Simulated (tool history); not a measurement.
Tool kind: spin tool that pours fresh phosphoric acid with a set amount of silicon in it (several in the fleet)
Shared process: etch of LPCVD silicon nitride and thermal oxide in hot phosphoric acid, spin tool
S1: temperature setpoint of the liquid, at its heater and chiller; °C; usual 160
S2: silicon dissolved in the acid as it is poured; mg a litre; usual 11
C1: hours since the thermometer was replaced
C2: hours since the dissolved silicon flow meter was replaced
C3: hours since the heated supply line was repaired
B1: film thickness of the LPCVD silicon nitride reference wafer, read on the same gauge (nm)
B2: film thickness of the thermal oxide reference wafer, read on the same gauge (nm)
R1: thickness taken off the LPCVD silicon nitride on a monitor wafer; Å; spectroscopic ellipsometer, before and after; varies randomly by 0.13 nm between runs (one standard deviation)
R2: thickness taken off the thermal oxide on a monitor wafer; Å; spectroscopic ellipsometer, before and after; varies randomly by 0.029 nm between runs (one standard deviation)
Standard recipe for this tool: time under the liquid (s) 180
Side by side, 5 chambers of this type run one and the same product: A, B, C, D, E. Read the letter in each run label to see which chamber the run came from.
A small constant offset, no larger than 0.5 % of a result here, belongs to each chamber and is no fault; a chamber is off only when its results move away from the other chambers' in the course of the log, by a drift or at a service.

run 1E day=0.592 | S1=160 S2=11 time_under_the_liquid_(s)=180 | C1=176.4 C2=127.1 C3=3227.2 | B1=140.02 B2=69.999 | R1=165.67 R2=4.2404
run 2D day=1.029 | S1=160 S2=11 time_under_the_liquid_(s)=180 | C1=854.4 C2=622.8 C3=678.1 | B1=139.97 B2=70.026 | R1=166.62 R2=3.5692
run 3A day=1.588 | S1=160 S2=11 time_under_the_liquid_(s)=180 | C1=735 C2=353.3 C3=620.5 | B1=140.03 B2=69.993 | R1=167.4 R2=4.1699
run 4C day=2.029 | S1=160 S2=11 time_under_the_liquid_(s)=180 | C1=353.5 C2=790.8 C3=1521.8 | B1=140 B2=70.057 | R1=168.1 R2=4.4224
-- day=2.079 chamber B: thermometer replaced
run 5B day=2.504 | S1=160 S2=11 time_under_the_liquid_(s)=180 | C1=10.2 C2=453.5 C3=2028.2 | B1=139.99 B2=69.992 | R1=166.01 R2=3.8761
run 6C day=3.008 | S1=160 S2=11 time_under_the_liquid_(s)=180 | C1=377 C2=814.3 C3=1545.3 | B1=139.98 B2=70.02 | R1=169.12 R2=3.8346
run 7E day=3.562 | S1=160 S2=11 time_under_the_liquid_(s)=180 | C1=247.7 C2=198.4 C3=3298.5 | B1=139.97 B2=70.02 | R1=165.46 R2=3.9716
run 8D day=4.188 | S1=160 S2=11 time_under_the_liquid_(s)=180 | C1=930.2 C2=698.6 C3=753.9 | B1=140.01 B2=70.011 | R1=164.71 R2=3.8676
run 9B day=4.538 | S1=160 S2=11 time_under_the_liquid_(s)=180 | C1=59 C2=502.3 C3=2077 | B1=139.99 B2=69.981 | R1=165.58 R2=4.0304
-- day=4.754 chamber C: dissolved silicon flow meter replaced
-- day=4.771 chamber B: dissolved silicon flow meter replaced
run 10A day=4.879 | S1=160 S2=11 time_under_the_liquid_(s)=180 | C1=814 C2=432.3 C3=699.5 | B1=140.02 B2=69.998 | R1=164.59 R2=4.0015
run 11E day=5.204 | S1=160 S2=11 time_under_the_liquid_(s)=180 | C1=287.1 C2=237.8 C3=3337.9 | B1=139.99 B2=69.953 | R1=165.43 R2=4.0343
run 12A day=5.625 | S1=160 S2=11 time_under_the_liquid_(s)=180 | C1=831.9 C2=450.2 C3=717.4 | B1=140.05 B2=70.043 | R1=166.38 R2=3.8091
run 13B day=6.121 | S1=160 S2=11 time_under_the_liquid_(s)=180 | C1=97 C2=32.5 C3=2115 | B1=140.02 B2=70.024 | R1=166.27 R2=3.7634
run 14C day=6.529 | S1=160 S2=11 time_under_the_liquid_(s)=180 | C1=461.5 C2=42.6 C3=1629.8 | B1=140.01 B2=69.964 | R1=164.29 R2=3.9575
run 15D day=6.983 | S1=160 S2=11 time_under_the_liquid_(s)=180 | C1=997.3 C2=765.7 C3=821 | B1=140.01 B2=70.007 | R1=167.51 R2=3.7979
run 16B day=7.371 | S1=160 S2=11 time_under_the_liquid_(s)=180 | C1=127 C2=62.5 C3=2145 | B1=140.04 B2=69.994 | R1=165.79 R2=3.8355
run 17A day=7.938 | S1=160 S2=11 time_under_the_liquid_(s)=180 | C1=887.4 C2=505.7 C3=772.9 | B1=139.96 B2=70.035 | R1=162.63 R2=3.8885
run 18C day=8.358 | S1=160 S2=11 time_under_the_liquid_(s)=180 | C1=505.4 C2=86.5 C3=1673.7 | B1=139.98 B2=70.027 | R1=166.97 R2=3.7903
-- day=8.567 chamber D: thermometer replaced
run 19E day=8.908 | S1=160 S2=11 time_under_the_liquid_(s)=180 | C1=376 C2=326.7 C3=3426.8 | B1=139.92 B2=69.996 | R1=163.75 R2=3.4312
run 20D day=9.575 | S1=160 S2=11 time_under_the_liquid_(s)=180 | C1=24.2 C2=827.9 C3=883.2 | B1=139.97 B2=70.019 | R1=165.33 R2=4.1674
run 21C day=10.092 | S1=160 S2=11 time_under_the_liquid_(s)=180 | C1=547 C2=128.1 C3=1715.3 | B1=139.93 B2=70.003 | R1=167.58 R2=4.3235
run 22E day=10.396 | S1=160 S2=11 time_under_the_liquid_(s)=180 | C1=411.7 C2=362.4 C3=3462.5 | B1=140.03 B2=69.949 | R1=166.53 R2=4.0078
run 23A day=11.083 | S1=160 S2=11 time_under_the_liquid_(s)=180 | C1=962.9 C2=581.2 C3=848.4 | B1=139.95 B2=69.998 | R1=159.49 R2=4.0095
run 24B day=11.462 | S1=162.5 S2=11 time_under_the_liquid_(s)=220 | C1=225.2 C2=160.7 C3=2243.2 | B1=140.01 B2=69.996 | R1=222.19 R2=5.6631
-- day=11.579 chamber A: heated supply line repaired
run 25D day=12.029 | S1=162.5 S2=11 time_under_the_liquid_(s)=220 | C1=83.1 C2=886.8 C3=942.1 | B1=140.04 B2=70.008 | R1=222.34 R2=5.3066
run 26E day=12.704 | S1=162.5 S2=11 time_under_the_liquid_(s)=220 | C1=467.1 C2=417.8 C3=3517.9 | B1=140.05 B2=69.954 | R1=220.6 R2=5.5659
run 27D day=13.221 | S1=162.5 S2=11 time_under_the_liquid_(s)=220 | C1=111.7 C2=915.4 C3=970.7 | B1=140 B2=70.006 | R1=221.13 R2=5.3896
run 28B day=13.542 | S1=162.5 S2=11 time_under_the_liquid_(s)=220 | C1=275.1 C2=210.6 C3=2293.1 | B1=139.99 B2=69.996 | R1=220.61 R2=5.6665
run 29A day=13.971 | S1=160 S2=17.5 time_under_the_liquid_(s)=255 | C1=1032.2 C2=650.5 C3=57.4 | B1=140.05 B2=69.984 | R1=218.75 R2=4.3444
run 30C day=14.371 | S1=160 S2=17.5 time_under_the_liquid_(s)=255 | C1=649.7 C2=230.8 C3=1818 | B1=139.99 B2=69.996 | R1=237.8 R2=4.5679
run 31B day=14.671 | S1=160 S2=17.5 time_under_the_liquid_(s)=255 | C1=302.2 C2=237.7 C3=2320.2 | B1=139.97 B2=69.963 | R1=232.09 R2=3.7603

Next, all 5 chambers run the settings below, one line each with question marks for the results. What does each chamber give?
run 32A day=15.167 | S1=158 S2=11 time_under_the_liquid_(s)=180 | R1=? R2=?
run 32B day=15.167 | S1=158 S2=11 time_under_the_liquid_(s)=180 | R1=? R2=?
run 32C day=15.167 | S1=158 S2=11 time_under_the_liquid_(s)=180 | R1=? R2=?
run 32D day=15.167 | S1=158 S2=11 time_under_the_liquid_(s)=180 | R1=? R2=?
run 32E day=15.167 | S1=158 S2=11 time_under_the_liquid_(s)=180 | R1=? R2=?

run=32A R1=144.3 R2=2.5808
run=32B R1=154.54 R2=3.1797
run=32C R1=156.24 R2=2.7262
run=32D R1=154.68 R2=3.4131
run=32E R1=156.82 R2=3.3557

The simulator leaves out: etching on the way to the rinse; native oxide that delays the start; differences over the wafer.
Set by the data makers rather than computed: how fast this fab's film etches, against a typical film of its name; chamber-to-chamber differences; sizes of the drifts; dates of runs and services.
